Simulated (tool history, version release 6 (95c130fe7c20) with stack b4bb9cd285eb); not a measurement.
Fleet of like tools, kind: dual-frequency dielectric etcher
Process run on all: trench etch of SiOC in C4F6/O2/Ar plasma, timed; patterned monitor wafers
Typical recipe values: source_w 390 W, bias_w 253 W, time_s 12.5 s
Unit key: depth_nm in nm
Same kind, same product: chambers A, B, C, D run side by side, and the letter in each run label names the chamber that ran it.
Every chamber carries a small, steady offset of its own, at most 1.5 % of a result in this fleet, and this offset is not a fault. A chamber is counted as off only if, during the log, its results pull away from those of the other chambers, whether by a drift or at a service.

run   hour  source_w  bias_w  time_s  read-back reference wafer on the same gauge, depth_nm  depth_nm
 1C    6.6       390     253    12.5                                                 28.606    28.998
 2D   12.8       390     253    12.5                                                 28.597    28.379
 3A   18.4       390     253    12.5                                                 28.618    28.529
 4B   22.5       390     253    12.5                                                 28.623    28.942
 5A     28       390     253    12.5                                                   28.6    28.162
 6D   33.9       390     253    12.5                                                 28.595    28.602
 7B   37.8       390     253    12.5                                                 28.588    28.763
 8C   44.6       390     253    15.5                                                 28.602    35.695
 9A     51       390     253    15.5                                                 28.612    35.255
10B   58.3       390     253    15.5                                                 28.576    35.708
11D   62.4       390     253    15.5                                                   28.6    35.434
12C   66.4       390     253    12.5                                                 28.607    29.109
13D     74       390     253    12.5                                                 28.575    28.525
14C   81.4       490     253    12.5                                                 28.601    31.663
15B   88.7       490     253    12.5                                                 28.602    31.462
16A   94.6       490     253    12.5                                                 28.575    31.077
17C  100.3       490     253    12.5                                                 28.606    31.453
18A    108       390     253    12.5                                                 28.587    28.315
     108.8  -- chamber A: wet clean of the chamber
19D    113       390     253    12.5                                                 28.596    28.714
20B  117.9       390     253      11                                                 28.617    25.284
21A  125.9       390     253      11                                                 28.595    24.809
22D  133.2       390     253      11                                                  28.61    25.213
23B  137.3       390     253      11                                                 28.587    25.366
     137.4  -- chamber B: wet clean of the chamber
24C  144.4       390     253    12.5                                                 28.629    29.044
25B  151.5       390     253    12.5                                                 28.623    28.762
26D  155.9       390     253    12.5                                                 28.605      28.7
27A  164.2       390     253    12.5                                                 28.646    28.393
28C  172.3       390     253    12.5                                                 28.632    29.059

Next, all 4 chambers run the settings below, one line each with question marks for the results. What does each chamber give?
29A  178.2       390     230    12.5                                                                ?
29B  178.2       390     230    12.5                                                                ?
29C  178.2       390     230    12.5                                                                ?
29D  178.2       390     230    12.5                                                                ?

run  depth_nm
29A    27.585
29B    28.004
29C    28.177
29D    27.659
